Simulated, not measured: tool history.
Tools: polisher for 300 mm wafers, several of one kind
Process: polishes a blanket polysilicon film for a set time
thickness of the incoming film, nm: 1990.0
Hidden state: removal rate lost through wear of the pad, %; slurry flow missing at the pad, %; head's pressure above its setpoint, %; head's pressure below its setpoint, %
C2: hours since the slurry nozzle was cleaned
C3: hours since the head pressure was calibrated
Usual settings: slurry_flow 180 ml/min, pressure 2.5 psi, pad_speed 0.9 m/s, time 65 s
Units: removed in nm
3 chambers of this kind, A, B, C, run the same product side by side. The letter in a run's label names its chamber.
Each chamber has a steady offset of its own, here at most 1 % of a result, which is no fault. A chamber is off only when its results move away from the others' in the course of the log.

{"run": "1B", "hour": 3.4, "slurry_flow": 180, "pressure": 2.5, "pad_speed": 0.9, "time": 65, "wafers polished on this pad": 817, "C2": 205.7, "C3": 871.4, "removed": 455.69}
{"run": "2C", "hour": 6.5, "slurry_flow": 180, "pressure": 2.5, "pad_speed": 0.9, "time": 65, "wafers polished on this pad": 1212, "C2": 124.2, "C3": 1535.5, "removed": 454.19}
{"run": "3A", "hour": 8.7, "slurry_flow": 180, "pressure": 2.5, "pad_speed": 0.9, "time": 65, "wafers polished on this pad": 457, "C2": 97.6, "C3": 492.5, "removed": 465.01}
{"run": "4C", "hour": 13.1, "slurry_flow": 180, "pressure": 2.5, "pad_speed": 0.9, "time": 65, "wafers polished on this pad": 1299, "C2": 130.8, "C3": 1542.1, "removed": 454.88}
{"hour": 15.1, "done": "chamber C: worn pad replaced by a new one"}
{"run": "5A", "hour": 15.7, "slurry_flow": 180, "pressure": 2.5, "pad_speed": 0.9, "time": 65, "wafers polished on this pad": 549, "C2": 104.6, "C3": 499.5, "removed": 454.86}
{"run": "6B", "hour": 19.2, "slurry_flow": 180, "pressure": 2.5, "pad_speed": 0.9, "time": 65, "wafers polished on this pad": 1025, "C2": 221.5, "C3": 887.2, "removed": 456.61}
{"run": "7C", "hour": 23.2, "slurry_flow": 180, "pressure": 2.5, "pad_speed": 0.9, "time": 65, "wafers polished on this pad": 106, "C2": 140.9, "C3": 1552.2, "removed": 453.89}
{"run": "8B", "hour": 26.2, "slurry_flow": 180, "pressure": 2.5, "pad_speed": 0.9, "time": 75, "wafers polished on this pad": 1117, "C2": 228.5, "C3": 894.2, "removed": 526.77}
{"run": "9A", "hour": 30.4, "slurry_flow": 180, "pressure": 2.5, "pad_speed": 0.9, "time": 75, "wafers polished on this pad": 742, "C2": 119.3, "C3": 514.2, "removed": 527.26}
{"hour": 32.4, "done": "chamber C: head pressure recalibrated"}
{"run": "10C", "hour": 34.6, "slurry_flow": 180, "pressure": 2.5, "pad_speed": 0.9, "time": 75, "wafers polished on this pad": 256, "C2": 152.3, "C3": 2.2, "removed": 502.94}
{"run": "11B", "hour": 38.2, "slurry_flow": 180, "pressure": 2.5, "pad_speed": 0.9, "time": 65, "wafers polished on this pad": 1274, "C2": 240.5, "C3": 906.2, "removed": 456.41}
{"hour": 40.1, "done": "chamber A: worn pad replaced by a new one"}
{"run": "12A", "hour": 41.9, "slurry_flow": 180, "pressure": 2.5, "pad_speed": 0.9, "time": 65, "wafers polished on this pad": 24, "C2": 130.8, "C3": 525.7, "removed": 457.53}
{"run": "13B", "hour": 45.5, "slurry_flow": 180, "pressure": 2.5, "pad_speed": 0.9, "time": 65, "wafers polished on this pad": 1370, "C2": 247.8, "C3": 913.5, "removed": 455.42}
{"run": "14A", "hour": 49.1, "slurry_flow": 180, "pressure": 2.5, "pad_speed": 0.9, "time": 65, "wafers polished on this pad": 119, "C2": 138, "C3": 532.9, "removed": 456.28}
{"run": "15C", "hour": 53.7, "slurry_flow": 180, "pressure": 2.5, "pad_speed": 0.9, "time": 65, "wafers polished on this pad": 507, "C2": 171.4, "C3": 21.3, "removed": 434.54}
{"run": "16A", "hour": 57.1, "slurry_flow": 180, "pressure": 2.5, "pad_speed": 0.9, "time": 65, "wafers polished on this pad": 224, "C2": 146, "C3": 540.9, "removed": 453.68}
{"hour": 57.8, "done": "chamber B: worn pad replaced by a new one"}
{"run": "17C", "hour": 60.3, "slurry_flow": 180, "pressure": 3.1, "pad_speed": 0.76, "time": 65, "wafers polished on this pad": 593, "C2": 178, "C3": 27.9, "removed": 456.82}
{"run": "18B", "hour": 63.2, "slurry_flow": 180, "pressure": 3.1, "pad_speed": 0.76, "time": 65, "wafers polished on this pad": 72, "C2": 265.5, "C3": 931.2, "removed": 477.37}
{"run": "19B", "hour": 67.1, "slurry_flow": 180, "pressure": 3.1, "pad_speed": 0.76, "time": 65, "wafers polished on this pad": 123, "C2": 269.4, "C3": 935.1, "removed": 473.3}
{"run": "20A", "hour": 70.7, "slurry_flow": 180, "pressure": 2.5, "pad_speed": 0.9, "time": 65, "wafers polished on this pad": 402, "C2": 159.6, "C3": 554.5, "removed": 457.04}
{"run": "21C", "hour": 73.6, "slurry_flow": 180, "pressure": 2.5, "pad_speed": 0.9, "time": 65, "wafers polished on this pad": 768, "C2": 191.3, "C3": 41.2, "removed": 432.51}

What goes on in this fleet: one chamber off, a drifting gauge, or nothing beyond the chambers' own small offsets? Name the chamber and the cause, if any.

A service left chamber C off against the others.
Cause: head's pressure below its setpoint, % = 4.97.

Here are 4 candidates for chamber C's next run, each the usual settings with a change, their results left as question marks. Which one brings its results back in line with what the others give on the usual settings?
In line means no further than this from the other chambers' mean on the usual settings: removed 11 nm
{"run": "22C-1", "hour": 77.0, "slurry_flow": 180, "pressure": 2.5, "pad_speed": 0.86, "time": 65, "removed": "?"}
{"run": "22C-2", "hour": 77.0, "slurry_flow": 180, "pressure": 2.6, "pad_speed": 0.94, "time": 65, "removed": "?"}
{"run": "22C-3", "hour": 77.0, "slurry_flow": 180, "pressure": 2.5, "pad_speed": 0.9, "time": 68, "removed": "?"}
{"run": "22C-4", "hour": 77.0, "slurry_flow": 180, "pressure": 2.4, "pad_speed": 0.86, "time": 65, "removed": "?"}

The other chambers' mean on the usual settings: removed 456.34 nm
run=22C-1 removed=416.82
run=22C-2 removed=472.91
run=22C-3 removed=456.02
run=22C-4 removed=400.4
22C-3 brings the chamber back in line.
